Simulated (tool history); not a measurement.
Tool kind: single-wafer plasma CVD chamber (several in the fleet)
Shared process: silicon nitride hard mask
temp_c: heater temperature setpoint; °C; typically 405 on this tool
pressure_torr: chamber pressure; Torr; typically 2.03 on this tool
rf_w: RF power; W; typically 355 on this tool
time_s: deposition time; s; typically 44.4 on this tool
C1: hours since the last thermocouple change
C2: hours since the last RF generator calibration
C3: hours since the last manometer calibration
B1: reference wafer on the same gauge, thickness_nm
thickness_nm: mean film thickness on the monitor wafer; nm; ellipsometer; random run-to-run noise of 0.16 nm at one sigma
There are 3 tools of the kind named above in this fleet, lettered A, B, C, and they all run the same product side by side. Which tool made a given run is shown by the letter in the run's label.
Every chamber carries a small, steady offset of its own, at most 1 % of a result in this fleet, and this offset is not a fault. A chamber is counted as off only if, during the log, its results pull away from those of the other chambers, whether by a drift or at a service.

Run 1B, day 0.104: usual settings; C1 1608.3; C2 2602.5; C3 1415.4; B1 54.071. Result: thickness_nm 60.423 nm.
Run 2C, day 0.238: usual settings; C1 659.2; C2 1111.9; C3 2114.5; B1 54.094. Result: thickness_nm 60.605 nm.
Run 3A, day 0.404: usual settings; C1 355.9; C2 2506.4; C3 533.1; B1 54.066. Result: thickness_nm 60.442 nm.
Run 4A, day 0.521: usual settings; C1 358.7; C2 2509.2; C3 535.9; B1 54.108. Result: thickness_nm 60.911 nm.
Run 5C, day 0.625: usual settings; C1 668.5; C2 1121.2; C3 2123.8; B1 54.109. Result: thickness_nm 60.942 nm.
Run 6B, day 0.75: usual settings; C1 1623.8; C2 2618; C3 1430.9; B1 54.091. Result: thickness_nm 60.154 nm.
Run 7C, day 0.867: usual settings; C1 674.3; C2 1127; C3 2129.6; B1 54.099. Result: thickness_nm 61.043 nm.
Run 8B, day 0.975: usual settings; C1 1629.2; C2 2623.4; C3 1436.3; B1 54.152. Result: thickness_nm 60.302 nm.
Run 9A, day 1.067: usual settings; C1 371.8; C2 2522.3; C3 549; B1 54.128. Result: thickness_nm 60.299 nm.
Run 10A, day 1.238: usual settings; C1 375.9; C2 2526.4; C3 553.1; B1 54.101. Result: thickness_nm 60.399 nm.
At day 1.275: chamber A: RF generator calibrated.
Run 11B, day 1.417: usual settings; C1 1639.8; C2 2634; C3 1446.9; B1 54.124. Result: thickness_nm 60.161 nm.
Run 12C, day 1.512: usual settings; C1 689.8; C2 1142.5; C3 2145.1; B1 54.099. Result: thickness_nm 60.748 nm.
Run 13B, day 1.596: usual settings; C1 1644.1; C2 2638.3; C3 1451.2; B1 54.092. Result: thickness_nm 60.423 nm.
Run 14C, day 1.758: usual settings; C1 695.7; C2 1148.4; C3 2151; B1 54.104. Result: thickness_nm 60.76 nm.
Run 15A, day 1.875: usual settings; C1 391.2; C2 14.5; C3 568.4; B1 54.089. Result: thickness_nm 60.435 nm.
Run 16B, day 2: usual settings; C1 1653.8; C2 2648; C3 1460.9; B1 54.101. Result: thickness_nm 60.374 nm.
Run 17A, day 2.1: usual settings; C1 396.6; C2 19.9; C3 573.8; B1 54.079. Result: thickness_nm 60.856 nm.
Run 18C, day 2.238: usual settings; C1 707.2; C2 1159.9; C3 2162.5; B1 54.094. Result: thickness_nm 60.961 nm.
Run 19C, day 2.421: usual settings; C1 711.6; C2 1164.3; C3 2166.9; B1 54.107. Result: thickness_nm 60.733 nm.
Run 20A, day 2.533: usual settings; C1 407; C2 30.3; C3 584.2; B1 54.111. Result: thickness_nm 60.726 nm.
Run 21B, day 2.7: usual settings; C1 1670.6; C2 2664.8; C3 1477.7; B1 54.104. Result: thickness_nm 60.253 nm.
Run 22B, day 2.833: usual settings; C1 1673.8; C2 2668; C3 1480.9; B1 54.077. Result: thickness_nm 60.279 nm.
Run 23A, day 3.012: usual settings; C1 418.5; C2 41.8; C3 595.7; B1 54.094. Result: thickness_nm 60.634 nm.
Run 24C, day 3.104: usual settings; C1 728; C2 1180.7; C3 2183.3; B1 54.098. Result: thickness_nm 60.836 nm.
Run 25B, day 3.225: usual settings; C1 1683.2; C2 2677.4; C3 1490.3; B1 54.09. Result: thickness_nm 60.27 nm.
Run 26C, day 3.338: usual settings; C1 733.6; C2 1186.3; C3 2188.9; B1 54.116. Result: thickness_nm 61.091 nm.
Run 27A, day 3.425: usual settings; C1 428.4; C2 51.7; C3 605.6; B1 54.078. Result: thickness_nm 60.694 nm.
Run 28B, day 3.575: usual settings; C1 1691.6; C2 2685.8; C3 1498.7; B1 54.056. Result: thickness_nm 60.331 nm.
Run 29C, day 3.7: usual settings; C1 742.3; C2 1195; C3 2197.6; B1 54.078. Result: thickness_nm 61.219 nm.
Run 30A, day 3.825: usual settings but pressure_torr 2.47 Torr; C1 438; C2 61.3; C3 615.2; B1 54.065. Result: thickness_nm 63.651 nm.

Which is it: a chamber that has drifted or been left off by a service, a gauge drift common to all chambers, or only each chamber's usual small offset? If a chamber is off, name it and its likeliest cause.

No chamber stands off beyond its own small offset, and the gauge holds steady.
